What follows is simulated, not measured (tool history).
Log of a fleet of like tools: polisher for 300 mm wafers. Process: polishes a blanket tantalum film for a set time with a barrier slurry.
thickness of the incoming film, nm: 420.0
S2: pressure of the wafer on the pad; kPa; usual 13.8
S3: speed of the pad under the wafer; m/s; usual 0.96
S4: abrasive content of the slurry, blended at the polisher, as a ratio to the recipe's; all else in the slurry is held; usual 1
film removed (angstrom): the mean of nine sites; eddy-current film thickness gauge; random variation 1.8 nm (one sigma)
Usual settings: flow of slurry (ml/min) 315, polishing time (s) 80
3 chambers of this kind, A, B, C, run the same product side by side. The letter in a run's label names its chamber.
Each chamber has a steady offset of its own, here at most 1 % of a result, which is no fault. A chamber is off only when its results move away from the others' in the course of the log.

Run 1A, hour 6.4: usual settings. Result: film removed (angstrom) 1245.8.
Run 2B, hour 13.5: usual settings. Result: film removed (angstrom) 1202.
Run 3C, hour 23.1: usual settings. Result: film removed (angstrom) 1242.6.
Run 4C, hour 28.8: usual settings. Result: film removed (angstrom) 1236.
At hour 31.9: chamber A: worn pad replaced by a new one.
Run 5A, hour 39.3: usual settings. Result: film removed (angstrom) 1245.8.
At hour 42.8: chamber B: slurry blender recalibrated.
Run 6B, hour 46.3: usual settings. Result: film removed (angstrom) 1236.
Run 7A, hour 55.9: usual settings. Result: film removed (angstrom) 1247.5.
At hour 63.9: chamber C: worn pad replaced by a new one.
Run 8C, hour 65.1: usual settings but flow of slurry (ml/min) 400, S2 10.3 kPa. Result: film removed (angstrom) 947.54.
Run 9B, hour 75.1: usual settings but flow of slurry (ml/min) 400, S2 10.3 kPa. Result: film removed (angstrom) 959.9.
At hour 77.3: chamber B: worn pad replaced by a new one.
Run 10A, hour 80.9: usual settings but flow of slurry (ml/min) 400, S2 10.3 kPa. Result: film removed (angstrom) 970.59.
At hour 87.7: chamber C: head pressure recalibrated.
Run 11B, hour 88.8: usual settings. Result: film removed (angstrom) 1227.5.
Run 12C, hour 98.3: usual settings. Result: film removed (angstrom) 1248.5.
Run 13A, hour 104.8: usual settings. Result: film removed (angstrom) 1239.4.
Run 14C, hour 111.9: usual settings. Result: film removed (angstrom) 1201.4.
Run 15B, hour 119.6: usual settings. Result: film removed (angstrom) 1245.9.
Run 16A, hour 124.4: usual settings but S4 1.2, polishing time (s) 90. Result: film removed (angstrom) 1461.6.
Run 17B, hour 135.4: usual settings but S4 1.2, polishing time (s) 90. Result: film removed (angstrom) 1415.9.
Run 18C, hour 142.1: usual settings but S4 1.2, polishing time (s) 90. Result: film removed (angstrom) 1449.6.
Run 19B, hour 147: usual settings. Result: film removed (angstrom) 1243.7.
Run 20C, hour 157.1: usual settings. Result: film removed (angstrom) 1234.2.
Run 21A, hour 162.5: usual settings. Result: film removed (angstrom) 1200.5.
Run 22C, hour 167.4: usual settings. Result: film removed (angstrom) 1254.9.
Run 23B, hour 173.8: usual settings. Result: film removed (angstrom) 1243.1.
At hour 177.5: chamber C: slurry blender recalibrated.
At hour 177.5: chamber B: worn pad replaced by a new one.
Run 24A, hour 181.2: usual settings. Result: film removed (angstrom) 1195.3.
Run 25A, hour 187.1: usual settings. Result: film removed (angstrom) 1189.1.
Run 26C, hour 197.7: usual settings but S2 16.5 kPa. Result: film removed (angstrom) 1483.8.
Run 27B, hour 207.1: usual settings but S2 16.5 kPa. Result: film removed (angstrom) 1496.7.
At hour 212.1: chamber A: worn pad replaced by a new one.
Run 28B, hour 214.8: usual settings but S2 16.5 kPa. Result: film removed (angstrom) 1486.2.
At hour 224.8: chamber B: head pressure recalibrated.
Run 29C, hour 225.3: usual settings. Result: film removed (angstrom) 1237.6.
Run 30A, hour 236.2: usual settings. Result: film removed (angstrom) 1187.
Run 31A, hour 243.5: usual settings. Result: film removed (angstrom) 1156.7.
At hour 243.7: chamber C: worn pad replaced by a new one.
Run 32B, hour 249.1: usual settings. Result: film removed (angstrom) 1249.
Run 33C, hour 259.9: usual settings. Result: film removed (angstrom) 1260.8.
Run 34B, hour 268.4: usual settings. Result: film removed (angstrom) 1217.2.
At hour 276: chamber C: slurry nozzle cleaned.
Run 35A, hour 276.5: usual settings. Result: film removed (angstrom) 1138.
Run 36C, hour 286.5: usual settings. Result: film removed (angstrom) 1244.2.
At hour 292.7: chamber B: worn pad replaced by a new one.
Run 37A, hour 293.7: usual settings. Result: film removed (angstrom) 1124.8.
Run 38B, hour 301.6: usual settings. Result: film removed (angstrom) 1246.8.
Run 39C, hour 312.5: usual settings. Result: film removed (angstrom) 1250.8.
Run 40B, hour 321: usual settings but S3 1.2 m/s, polishing time (s) 94. Result: film removed (angstrom) 1808.2.
Run 41C, hour 328.6: usual settings but S3 1.2 m/s, polishing time (s) 94. Result: film removed (angstrom) 1809.2.

All 3 chambers run these settings next. Forecast each chamber's results:
Run 42A, hour 336.6: usual settings. Result: film removed (angstrom) ?.
Run 42B, hour 336.6: usual settings. Result: film removed (angstrom) ?.
Run 42C, hour 336.6: usual settings. Result: film removed (angstrom) ?.

run  film removed (angstrom)
42A                   1110.2
42B                   1221.2
42C                   1257.1
